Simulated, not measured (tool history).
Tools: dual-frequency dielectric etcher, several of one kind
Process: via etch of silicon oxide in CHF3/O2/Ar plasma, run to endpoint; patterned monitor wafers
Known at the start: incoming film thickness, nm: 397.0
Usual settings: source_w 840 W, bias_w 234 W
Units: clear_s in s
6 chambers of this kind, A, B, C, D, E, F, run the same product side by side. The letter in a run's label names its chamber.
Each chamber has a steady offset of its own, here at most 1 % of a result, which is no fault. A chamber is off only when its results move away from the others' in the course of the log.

run   hour  source_w  bias_w  clear_s
       0.8  -- chamber E: source power generator calibrated
 1D    8.4       840     234   161.76
 2F   20.9       840     234   162.05
 3C   32.9       840     234   161.51
 4E   42.3       840     234   160.98
 5B   54.8       840     234    161.8
 6A   66.8       840     234   160.94
 7C   77.2       840     234   161.21
 8B   83.2       840     234   160.21
 9F   93.4       840     234   160.08
10E  105.3       940     255   150.02
     111.5  -- chamber B: wet clean of the chamber
11A  117.1       940     255   149.58
12D  124.9       940     255   149.64
13C  134.4       940     255   150.02
14B  142.3       940     255   150.09
15A  153.1       940     255    149.5
16F  163.8       840     234   161.81
     173.5  -- chamber D: source power generator calibrated
17D    175       840     234   162.48
18E    181       840     234   161.42
19A  191.9       750     234   167.06
20D  203.1       750     234   168.88
     206.6  -- chamber F: bias power generator calibrated
     208.2  -- chamber F: wet clean of the chamber
21F  215.6       750     234   167.92
     221.3  -- chamber C: wet clean of the chamber
22E  224.3       750     234   170.32
23C  234.3       750     234   169.38
     235.3  -- chamber A: wet clean of the chamber
24B  246.7       750     234   167.64
25C  259.4       840     234   161.92
26E  271.7       840     234   163.52
27F  285.4       840     234   161.43
28A    292       840     234   161.22
29B  301.4       840     234   160.49
30D  310.7       840     234   162.16
31C    317       840     234    161.3
32A  329.9       840     234   160.23
33D  340.8       840     234   162.34
34B  348.2       920     190   166.13
35F  356.2       920     190   166.51
36E  369.2       920     190   170.93
37C  380.5       920     190   166.87
38E  392.9       920     190   171.38
39B  402.4       920     190   167.34
40F  415.4       840     234   161.21
41A  422.5       840     234   159.62
42D  429.9       840     234   161.98
43E  438.3       840     234   166.54

Next, every chamber runs the same settings. What will each give?
44A  448.2       840     234        ?
44B  448.2       840     234        ?
44C  448.2       840     234        ?
44D  448.2       840     234        ?
44E  448.2       840     234        ?
44F  448.2       840     234        ?

run  clear_s
44A   161.31
44B    161.7
44C   161.02
44D   161.82
44E    166.2
44F   160.44
